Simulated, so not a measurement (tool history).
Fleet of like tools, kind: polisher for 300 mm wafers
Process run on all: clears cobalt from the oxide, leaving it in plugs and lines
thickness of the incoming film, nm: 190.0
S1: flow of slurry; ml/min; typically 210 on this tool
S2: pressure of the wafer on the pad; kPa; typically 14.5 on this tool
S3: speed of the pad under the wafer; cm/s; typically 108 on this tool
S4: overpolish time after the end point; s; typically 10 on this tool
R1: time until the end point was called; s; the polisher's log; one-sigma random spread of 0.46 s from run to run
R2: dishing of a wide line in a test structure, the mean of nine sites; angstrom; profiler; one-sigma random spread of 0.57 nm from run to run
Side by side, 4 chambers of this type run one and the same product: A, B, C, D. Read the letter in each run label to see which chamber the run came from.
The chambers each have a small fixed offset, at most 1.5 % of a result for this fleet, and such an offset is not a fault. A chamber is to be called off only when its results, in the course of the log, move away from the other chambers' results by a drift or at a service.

| run | hour | S1 | S2 | S3 | S4 | R1 | R2 |
|---|---|---|---|---|---|---|---|
| 1B | 5.3 | 210 | 14.5 | 108 | 10 | 32.525 | 245.76 |
| 2C | 8.4 | 210 | 14.5 | 108 | 10 | 33.667 | 240.75 |
| 3D | 13.3 | 210 | 14.5 | 108 | 10 | 33.154 | 234.57 |
| 4A | 20.3 | 210 | 14.5 | 108 | 10 | 32.720 | 228.18 |
| 5D | 25.2 | 210 | 17.9 | 108 | 10 | 27.530 | 241.64 |
| 6B | 29.4 | 210 | 17.9 | 108 | 10 | 26.560 | 239.32 |
|  | 29.7 | chamber D: worn pad replaced by a new one |
| 7C | 36.2 | 210 | 17.9 | 108 | 10 | 27.055 | 253.19 |
| 8A | 41.6 | 210 | 17.9 | 108 | 10 | 26.783 | 240.90 |
| 9C | 45.8 | 210 | 14.5 | 108 | 10 | 32.754 | 236.42 |
| 10D | 49.5 | 210 | 14.5 | 108 | 10 | 33.937 | 215.67 |
|  | 50.6 | chamber A: slurry nozzle cleaned |
| 11A | 55.9 | 210 | 14.5 | 108 | 10 | 33.676 | 234.09 |
| 12B | 61.3 | 210 | 15.9 | 108 | 5 | 30.954 | 182.18 |
| 13B | 67.1 | 210 | 15.9 | 108 | 5 | 29.653 | 187.68 |
| 14D | 71.1 | 210 | 15.9 | 108 | 5 | 30.391 | 172.75 |
| 15C | 77.6 | 210 | 15.9 | 108 | 5 | 29.651 | 181.05 |
| 16A | 81.2 | 210 | 14.5 | 108 | 10 | 34.219 | 227.64 |
| 17A | 86.7 | 210 | 14.5 | 108 | 10 | 34.068 | 230.11 |
| 18D | 92.2 | 210 | 14.5 | 108 | 10 | 32.978 | 229.78 |
| 19C | 98.3 | 210 | 14.5 | 108 | 10 | 32.227 | 237.14 |
| 20B | 104.1 | 210 | 11.0 | 108 | 14 | 42.818 | 233.24 |
| 21C | 108.5 | 210 | 11.0 | 108 | 14 | 43.067 | 238.12 |
|  | 110.9 | chamber C: worn pad replaced by a new one |
| 22D | 114.8 | 210 | 11.0 | 108 | 14 | 43.530 | 228.54 |
|  | 117.6 | chamber D: worn pad replaced by a new one |
| 23B | 118.8 | 210 | 11.0 | 108 | 14 | 44.094 | 237.77 |
| 24A | 124.7 | 210 | 14.5 | 90 | 10 | 41.651 | 205.53 |
|  | 128.2 | chamber B: worn pad replaced by a new one |
| 25C | 130.3 | 210 | 14.5 | 90 | 10 | 39.511 | 227.12 |
| 26B | 134.1 | 210 | 14.5 | 90 | 10 | 40.216 | 216.99 |
| 27D | 140.1 | 210 | 14.5 | 90 | 10 | 39.588 | 223.46 |
| 28A | 145.4 | 210 | 14.5 | 108 | 10 | 35.016 | 220.42 |
| 29D | 150.3 | 210 | 14.5 | 108 | 10 | 32.468 | 218.14 |
| 30C | 156.7 | 210 | 14.5 | 108 | 10 | 33.196 | 229.87 |
| 31B | 161.8 | 210 | 14.5 | 108 | 10 | 32.655 | 233.42 |
| 32A | 166.5 | 210 | 14.5 | 108 | 10 | 35.794 | 222.21 |
| 33C | 169.7 | 210 | 14.5 | 108 | 10 | 32.619 | 223.48 |
| 34D | 173.4 | 210 | 14.5 | 108 | 10 | 32.777 | 231.29 |
| 35A | 179.1 | 210 | 14.5 | 108 | 10 | 36.690 | 226.95 |
| 36B | 183.5 | 210 | 14.5 | 108 | 10 | 33.059 | 233.41 |

One chamber off, gauge drift, or nothing amiss beyond the chambers' own small offsets? If it is a chamber, which one, and what is the likeliest cause?

Little by little, chamber A moves away from the other chambers.
What lies behind it: removal rate lost through wear of the pad, % = 9.98.
The log may not separate it from: head's pressure below its setpoint, %.

Below are 4 candidate recipes for chamber A's next run, each the usual settings with a change, their results shown as question marks. Which of them brings A's results back in line with what the other chambers give on the usual settings?
In line here means within this much of the mean the other chambers give on the usual settings: R1 1.600 s; R2 20.00 angstrom
| 37A-1 | 188.5 | 210 | 15.2 | 114 | 10 | ? | ? |
| 37A-2 | 188.5 | 210 | 13.8 | 102 | 10 | ? | ? |
| 37A-3 | 188.5 | 205 | 13.1 | 98 | 10 | ? | ? |
| 37A-4 | 188.5 | 215 | 15.9 | 118 | 11 | ? | ? |

On the usual settings, the other chambers give on average: R1 33.027 s; R2 232.17 angstrom
| run | R1 | R2 |
|---|---|---|
| 37A-1 | 33.344 | 226.74 |
| 37A-2 | 41.099 | 212.50 |
| 37A-3 | 45.219 | 205.06 |
| 37A-4 | 30.696 | 236.49 |
With 37A-1, the chamber falls back in line with the rest.

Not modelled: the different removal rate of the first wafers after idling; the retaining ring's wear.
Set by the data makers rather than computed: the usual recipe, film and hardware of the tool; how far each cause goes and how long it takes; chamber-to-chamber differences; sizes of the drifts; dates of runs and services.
